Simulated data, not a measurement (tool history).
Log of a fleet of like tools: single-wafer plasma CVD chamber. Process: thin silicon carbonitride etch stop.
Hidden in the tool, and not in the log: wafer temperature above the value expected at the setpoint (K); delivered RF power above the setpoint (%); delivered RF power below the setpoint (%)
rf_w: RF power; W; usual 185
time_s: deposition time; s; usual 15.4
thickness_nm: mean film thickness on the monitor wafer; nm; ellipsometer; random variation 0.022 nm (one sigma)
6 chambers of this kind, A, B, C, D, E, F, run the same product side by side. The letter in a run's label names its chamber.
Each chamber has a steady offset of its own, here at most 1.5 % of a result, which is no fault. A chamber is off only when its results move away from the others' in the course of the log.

| run | hour | rf_w | time_s | hours since the last thermocouple change | hours since the last RF generator calibration | read-back reference wafer on the same gauge, thickness_nm | thickness_nm |
|---|---|---|---|---|---|---|---|
|  | 5.2 | chamber B: RF generator calibrated |
| 1C | 8 | 185 | 15.4 | 2958.3 | 1227.1 | 10.067 | 8.5962 |
| 2A | 18.3 | 185 | 15.4 | 303.5 | 2475.8 | 10.067 | 8.61 |
|  | 21.5 | chamber F: RF generator calibrated |
| 3E | 29.2 | 185 | 15.4 | 1002.6 | 237.5 | 10.067 | 8.6379 |
|  | 29.8 | chamber D: thermocouple changed; heater temperature recalibrated |
| 4B | 35.3 | 185 | 15.4 | 671.6 | 30.1 | 10.071 | 8.6037 |
| 5F | 44.7 | 185 | 15.4 | 470.4 | 23.3 | 10.065 | 8.4667 |
| 6D | 51.1 | 220 | 15.4 | 21.3 | 899.8 | 10.073 | 9.0345 |
| 7F | 60.2 | 220 | 15.4 | 485.9 | 38.8 | 10.07 | 8.9027 |
| 8E | 69.4 | 220 | 15.4 | 1042.8 | 277.7 | 10.07 | 9.0784 |
| 9B | 79.7 | 220 | 15.4 | 716 | 74.5 | 10.06 | 9.0468 |
| 10C | 90.5 | 220 | 15.4 | 3040.8 | 1309.6 | 10.067 | 9.0725 |
| 11D | 95.9 | 220 | 15.4 | 66.1 | 944.6 | 10.07 | 9.069 |
| 12A | 105.9 | 185 | 15.4 | 391.1 | 2563.4 | 10.07 | 8.6247 |
| 13C | 111.2 | 185 | 15.4 | 3061.5 | 1330.3 | 10.07 | 8.5665 |
|  | 111.7 | chamber C: thermocouple changed; heater temperature recalibrated |
| 14F | 120.4 | 185 | 15.4 | 546.1 | 99 | 10.071 | 8.4484 |
| 15E | 128.2 | 185 | 15.4 | 1101.6 | 336.5 | 10.069 | 8.6038 |
| 16B | 134.7 | 185 | 15.4 | 771 | 129.5 | 10.073 | 8.5856 |
| 17A | 145.4 | 150 | 13.2 | 430.6 | 2602.9 | 10.065 | 6.9285 |
| 18D | 154.3 | 150 | 13.2 | 124.5 | 1003 | 10.066 | 6.9011 |
| 19D | 162.9 | 150 | 13.2 | 133.1 | 1011.6 | 10.065 | 6.9247 |
| 20F | 173.9 | 150 | 13.2 | 599.6 | 152.5 | 10.065 | 6.8438 |
| 21B | 181.6 | 150 | 13.2 | 817.9 | 176.4 | 10.064 | 6.9021 |
| 22E | 190.4 | 150 | 13.2 | 1163.8 | 398.7 | 10.068 | 6.9454 |
| 23C | 200.8 | 185 | 15.4 | 89.2 | 1419.9 | 10.072 | 8.5661 |
| 24A | 207.2 | 185 | 15.4 | 492.4 | 2664.7 | 10.065 | 8.6027 |
| 25D | 217.1 | 185 | 15.4 | 187.3 | 1065.8 | 10.076 | 8.5669 |
| 26E | 224.7 | 185 | 15.4 | 1198.1 | 433 | 10.066 | 8.5923 |
| 27B | 235 | 160 | 12.7 | 871.3 | 229.8 | 10.073 | 6.7755 |
|  | 235.8 | chamber A: RF generator calibrated |
| 28A | 241.6 | 160 | 12.7 | 526.8 | 5.8 | 10.067 | 6.7835 |
| 29C | 251.7 | 160 | 12.7 | 140.1 | 1470.8 | 10.068 | 6.787 |
| 30F | 256.9 | 160 | 12.7 | 682.6 | 235.5 | 10.07 | 6.686 |
| 31D | 265.4 | 160 | 12.7 | 235.6 | 1114.1 | 10.071 | 6.7855 |
| 32E | 275.6 | 160 | 12.7 | 1249 | 483.9 | 10.069 | 6.8233 |
| 33F | 281.8 | 185 | 15.4 | 707.5 | 260.4 | 10.071 | 8.4452 |
| 34B | 288.6 | 185 | 15.4 | 924.9 | 283.4 | 10.068 | 8.5775 |
| 35A | 295.6 | 185 | 15.4 | 580.8 | 59.8 | 10.079 | 8.5996 |
| 36C | 305.4 | 185 | 15.4 | 193.8 | 1524.5 | 10.074 | 8.5972 |
| 37F | 310.6 | 185 | 15.4 | 736.3 | 289.2 | 10.068 | 8.4393 |
| 38E | 317.8 | 185 | 15.4 | 1291.2 | 526.1 | 10.071 | 8.5875 |
| 39A | 327 | 185 | 15.4 | 612.2 | 91.2 | 10.076 | 8.6026 |

Next, every chamber runs the same settings. What will each give?
| 40A | 334.9 | 155 | 15.4 |  |  |  | ? |
| 40B | 334.9 | 155 | 15.4 |  |  |  | ? |
| 40C | 334.9 | 155 | 15.4 |  |  |  | ? |
| 40D | 334.9 | 155 | 15.4 |  |  |  | ? |
| 40E | 334.9 | 155 | 15.4 |  |  |  | ? |
| 40F | 334.9 | 155 | 15.4 |  |  |  | ? |

| run | thickness_nm |
|---|---|
| 40A | 8.1645 |
| 40B | 8.1938 |
| 40C | 8.1293 |
| 40D | 8.147 |
| 40E | 8.1588 |
| 40F | 8.0242 |
